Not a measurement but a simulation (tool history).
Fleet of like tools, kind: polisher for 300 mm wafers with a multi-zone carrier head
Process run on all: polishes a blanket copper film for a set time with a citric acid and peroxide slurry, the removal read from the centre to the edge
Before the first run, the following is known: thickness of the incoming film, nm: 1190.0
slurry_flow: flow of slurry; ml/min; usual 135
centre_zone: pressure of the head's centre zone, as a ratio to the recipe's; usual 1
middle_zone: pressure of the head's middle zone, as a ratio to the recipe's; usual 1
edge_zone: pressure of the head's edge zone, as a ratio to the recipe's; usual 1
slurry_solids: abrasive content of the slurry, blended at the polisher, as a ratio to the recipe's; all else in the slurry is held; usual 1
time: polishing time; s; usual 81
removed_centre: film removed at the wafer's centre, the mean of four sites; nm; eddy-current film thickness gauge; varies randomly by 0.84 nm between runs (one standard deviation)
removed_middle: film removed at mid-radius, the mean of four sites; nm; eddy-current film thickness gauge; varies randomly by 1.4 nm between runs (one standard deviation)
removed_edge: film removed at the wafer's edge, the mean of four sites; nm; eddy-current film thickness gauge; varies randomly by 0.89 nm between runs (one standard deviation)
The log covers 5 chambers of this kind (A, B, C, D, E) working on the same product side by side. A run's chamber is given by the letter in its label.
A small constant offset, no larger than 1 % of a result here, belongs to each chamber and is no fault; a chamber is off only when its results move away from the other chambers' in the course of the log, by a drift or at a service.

run,day,slurry_flow,centre_zone,middle_zone,edge_zone,slurry_solids,time,wafers polished on this pad,hours since the slurry nozzle was cleaned,hours since the centre zone pressure was calibrated,hours since the edge zone pressure was calibrated,removed_centre,removed_middle,removed_edge
1D,0.175,135,1,1,1,1,81,224,259.5,407.9,847.3,103.09,104.82,104.26
2B,0.408,135,1,1,1,1,81,151,27.4,155.3,772.2,104.66,104.9,104.27
# day 0.492: chamber D: slurry nozzle cleaned
3A,0.558,135,1,1,1,1,81,442,194.6,454,16.5,102.59,106.23,104.4
4E,0.704,135,1,1,1,1,81,1211,238.1,489.8,601.4,105.65,105.39,104.67
5C,0.862,135,1,1,1.07,1,98,346,93.4,762.2,123.6,129.03,126.33,132.94
# day 1: chamber E: worn pad replaced by a new one
6D,1.025,135,1,1,1.07,1,98,371,12.8,428.3,867.7,126.2,126.48,132.05
7E,1.183,135,1,1,1.07,1,98,31,249.6,501.3,612.9,127.21,129,131.41
8B,1.342,135,1,1,1.07,1,98,312,49.8,177.7,794.6,126.92,125.79,130.7
9A,1.583,135,1,1,1.07,1,98,618,219.2,478.6,41.1,125.47,125.98,131.95
10C,1.696,135,1,1,1,1,81,490,113.4,782.2,143.6,107.46,104.27,106.58
11D,1.862,135,1,1,1,1,81,515,32.9,448.4,887.8,107.08,106.4,106.19
12B,2.067,135,1,1,1,1,81,437,67.2,195.1,812,103.67,106.17,104.57
# day 2.175: chamber A: worn pad replaced by a new one
13E,2.196,135,1,1,1,1.15,81,206,273.9,525.6,637.2,109.45,108.3,108.4
14A,2.408,135,1,1,1,1.15,81,40,239,498.4,60.9,107.23,109.42,108.22
15C,2.596,135,1,1,1,1.15,81,645,135,803.8,165.2,109.38,108.48,108.03
# day 2.675: chamber E: edge zone pressure recalibrated
16D,2.712,135,1,1,1,1.15,81,661,53.3,468.8,908.2,112.09,109.38,109.73
17A,2.871,135,1,1,1,1.15,81,120,250.1,509.5,72,106.68,106.99,107.27
18C,3.088,135,1,1,1,1,81,729,146.8,815.6,177,105.31,103.4,104.24
19E,3.204,135,1,1,1,1,81,380,298.1,549.8,12.7,103.68,106.43,105.5
20B,3.417,135,1,1,1,1,81,670,99.6,227.5,844.4,105.56,105.35,104.92
21D,3.646,135,1,1,1.05,0.7,81,822,75.7,491.2,930.6,101.6,99.24,102.81
# day 3.771: chamber B: edge zone pressure recalibrated
22E,3.796,135,1,1,1.05,0.7,81,482,312.3,564,26.9,98.48,98.523,100.65
23B,3.988,135,1,1,1.05,0.7,81,768,113.3,241.2,5.2,96.408,97.588,97.834
24C,4.188,135,1,1,1.05,0.7,81,919,173.2,842,203.4,98.391,94.892,101.86
25A,4.404,135,1,1,1.05,0.7,81,384,286.9,546.3,108.8,95.827,97.92,101.16
26D,4.579,135,1,1,1,1,81,983,98.1,513.6,953,113.22,104.43,106.61
27A,4.812,135,1,1,1,1,81,454,296.7,556.1,118.6,105.04,104.31,105.72
28E,4.988,135,1,1,1,1,81,687,340.9,592.6,55.5,104.94,104.23,104.49
# day 4.996: chamber C: worn pad replaced by a new one
29C,5.138,135,1,1,1,1,81,24,196,864.8,226.2,105.86,103.11,106.14
30B,5.3,155,1,1,1,1,81,995,144.8,272.7,36.7,108.86,109.95,106.97
31B,5.446,155,1,1,1,1,81,1020,148.3,276.2,40.2,108.78,105.86,106.63
32E,5.575,155,1,1,1,1,81,788,355,606.7,69.6,107.59,104.88,107.49
# day 5.608: chamber D: worn pad replaced by a new one
33C,5.762,155,1,1,1,1,81,132,211,879.8,241.2,109.01,108.17,106.53
34A,5.925,155,1,1,1,1,81,646,323.4,582.8,145.3,107.16,110.91,108.46
35D,6.058,135,1,1,1,1,81,78,133.6,549.1,988.5,116.42,108.58,105.06
36E,6.175,135,1,1,1,1,81,892,369.4,621.1,84,104.33,105.57,105.07

Is one chamber off against the others, does the gauge drift, or is nothing wrong? If a chamber is off, say which, and what the likeliest cause is.

Little by little, chamber D moves away from the other chambers.
Likeliest cause: centre zone's pressure above its setpoint, % = 10.

Which of the 4 candidates below, each the usual settings with something changed and its results left as question marks, puts chamber D back in line with what the other chambers give on the usual settings?
In line here means within this much of the mean the other chambers give on the usual settings: removed_centre 2.9 nm; removed_middle 5 nm; removed_edge 3.1 nm
37D-1,6.354,140,1.07,0.98,0.98,1,82,,,,,?,?,?
37D-2,6.354,130,0.93,1.02,1.02,1,80,,,,,?,?,?
37D-3,6.354,140,1.03,0.99,0.99,1,81,,,,,?,?,?
37D-4,6.354,130,0.96,1,1.01,1,81,,,,,?,?,?

Mean of the other chambers on the usual settings: removed_centre 104.86 nm; removed_middle 105.11 nm; removed_edge 104.98 nm
run,removed_centre,removed_middle,removed_edge
37D-1,127.45,106.6,106.59
37D-2,104.9,106.34,104.94
37D-3,120.82,106.32,105.83
37D-4,109.95,105.69,105.74
37D-2 puts the chamber back in line with the other chambers.
